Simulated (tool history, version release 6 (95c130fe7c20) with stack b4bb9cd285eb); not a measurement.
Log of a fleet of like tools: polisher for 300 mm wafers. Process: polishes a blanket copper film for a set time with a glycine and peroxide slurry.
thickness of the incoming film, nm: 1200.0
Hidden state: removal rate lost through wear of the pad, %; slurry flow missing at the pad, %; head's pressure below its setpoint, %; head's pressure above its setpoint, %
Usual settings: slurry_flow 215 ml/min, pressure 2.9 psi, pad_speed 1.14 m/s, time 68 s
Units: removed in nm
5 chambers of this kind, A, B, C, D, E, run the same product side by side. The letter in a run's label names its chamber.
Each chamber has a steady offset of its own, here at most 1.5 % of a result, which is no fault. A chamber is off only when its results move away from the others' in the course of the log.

run,hour,slurry_flow,pressure,pad_speed,time,wafers polished on this pad,hours since the slurry nozzle was cleaned,hours since the head pressure was calibrated,removed
1D,7.5,215,2.9,1.14,68,1120,94.5,95.6,467.93
# hour 9.1: chamber D: worn pad replaced by a new one
# hour 11: chamber E: worn pad replaced by a new one
2B,14.3,215,2.9,1.14,68,212,192,123.8,471.19
3A,22.6,215,2.9,1.14,68,604,98.3,162.7,455.74
4E,35.3,215,2.9,1.14,68,303,338.1,76.9,474.72
5C,45.4,215,2.9,1.14,68,880,57.9,418.5,458.26
# hour 51.3: chamber A: worn pad replaced by a new one
6E,59.3,215,2.9,1.14,68,602,362.1,100.9,468.92
7C,66.9,215,2.9,1.14,68,1148,79.4,440,475.46
# hour 67.8: chamber B: worn pad replaced by a new one
8B,73.9,215,2.9,1.14,68,76,251.6,183.4,478.73
# hour 77.4: chamber E: worn pad replaced by a new one
9D,82.9,215,2.9,1.36,55,920,169.9,171,429.23
# hour 90.7: chamber C: worn pad replaced by a new one
# hour 93.1: chamber D: worn pad replaced by a new one
10A,94.6,215,2.9,1.36,55,539,170.3,234.7,443.98
# hour 107.6: chamber C: head pressure recalibrated
11A,109,215,2.9,1.36,55,719,184.7,249.1,440.34
12E,116.4,215,2.9,1.36,55,485,419.2,158,443.5
13C,125.4,215,2.9,1.36,55,432,137.9,17.8,444.49
# hour 126.5: chamber A: worn pad replaced by a new one
# hour 132.4: chamber B: worn pad replaced by a new one
14D,139.3,215,2.9,1.3,84,575,226.3,227.4,638.8
15B,146.5,215,2.9,1.3,84,176,324.2,256,647.46
# hour 157.4: chamber E: worn pad replaced by a new one
16E,161,215,2.9,1.3,84,45,463.8,202.6,670.84
17D,171.3,215,2.9,1.3,84,974,258.3,259.4,654.19
18C,177.8,215,2.9,1.3,84,1085,190.3,70.2,659.42
# hour 181.6: chamber D: worn pad replaced by a new one
19A,190.8,215,2.9,1.14,68,801,266.5,330.9,479.53
# hour 191.5: chamber D: slurry nozzle cleaned
20B,202,215,2.9,1.14,68,868,379.7,311.5,480
# hour 206.2: chamber B: worn pad replaced by a new one
# hour 207.5: chamber A: worn pad replaced by a new one
# hour 211.4: chamber C: worn pad replaced by a new one
21C,211.9,215,2.9,1.14,68,7,224.4,104.3,468.86
22B,220.4,215,2.9,1.14,68,177,398.1,329.9,480.51
# hour 222: chamber E: worn pad replaced by a new one
# hour 223.8: chamber A: slurry nozzle cleaned
23D,228.1,215,2.9,1.14,68,580,36.7,316.2,473.41
24A,236.5,215,2.9,1.14,68,361,12.8,376.6,464.41
25E,245.5,215,2.9,1.14,68,293,548.3,287.1,460.01
# hour 259.6: chamber D: worn pad replaced by a new one
26E,260,215,2.9,1.14,68,473,562.8,301.6,474.13
27D,270.1,215,2.9,1.14,68,131,78.7,358.2,471.31
# hour 271.4: chamber B: worn pad replaced by a new one
28A,281.8,215,2.9,1.14,68,925,58.1,421.9,470.15
# hour 290.1: chamber E: slurry nozzle cleaned
29C,290.7,215,2.9,1.14,68,988,303.2,183.1,479.44
30B,301.2,215,2.9,1.14,68,371,478.9,410.7,477.96
# hour 305.5: chamber A: worn pad replaced by a new one
# hour 306.3: chamber E: worn pad replaced by a new one
31E,311.4,215,2.4,0.84,68,63,21.3,353,317.48
32D,319.9,215,2.4,0.84,68,751,128.5,408,310.96
33B,327.1,215,2.4,0.84,68,694,504.8,436.6,320.34
# hour 334.8: chamber C: worn pad replaced by a new one
34C,341.1,215,2.4,0.84,68,79,353.6,233.5,310.63
# hour 351: chamber D: worn pad replaced by a new one
35A,351.3,215,2.4,0.84,68,570,127.6,491.4,316.6
36D,363.8,215,2.9,1.14,68,159,172.4,451.9,463.51
37A,370.2,215,2.9,1.14,68,805,146.5,510.3,483.71

All 5 chambers run these settings next. Forecast each chamber's results:
38A,380.6,215,3.4,1.14,68,,,,?
38B,380.6,215,3.4,1.14,68,,,,?
38C,380.6,215,3.4,1.14,68,,,,?
38D,380.6,215,3.4,1.14,68,,,,?
38E,380.6,215,3.4,1.14,68,,,,?

run,removed
38A,537.18
38B,544.28
38C,527.29
38D,552.07
38E,540.34
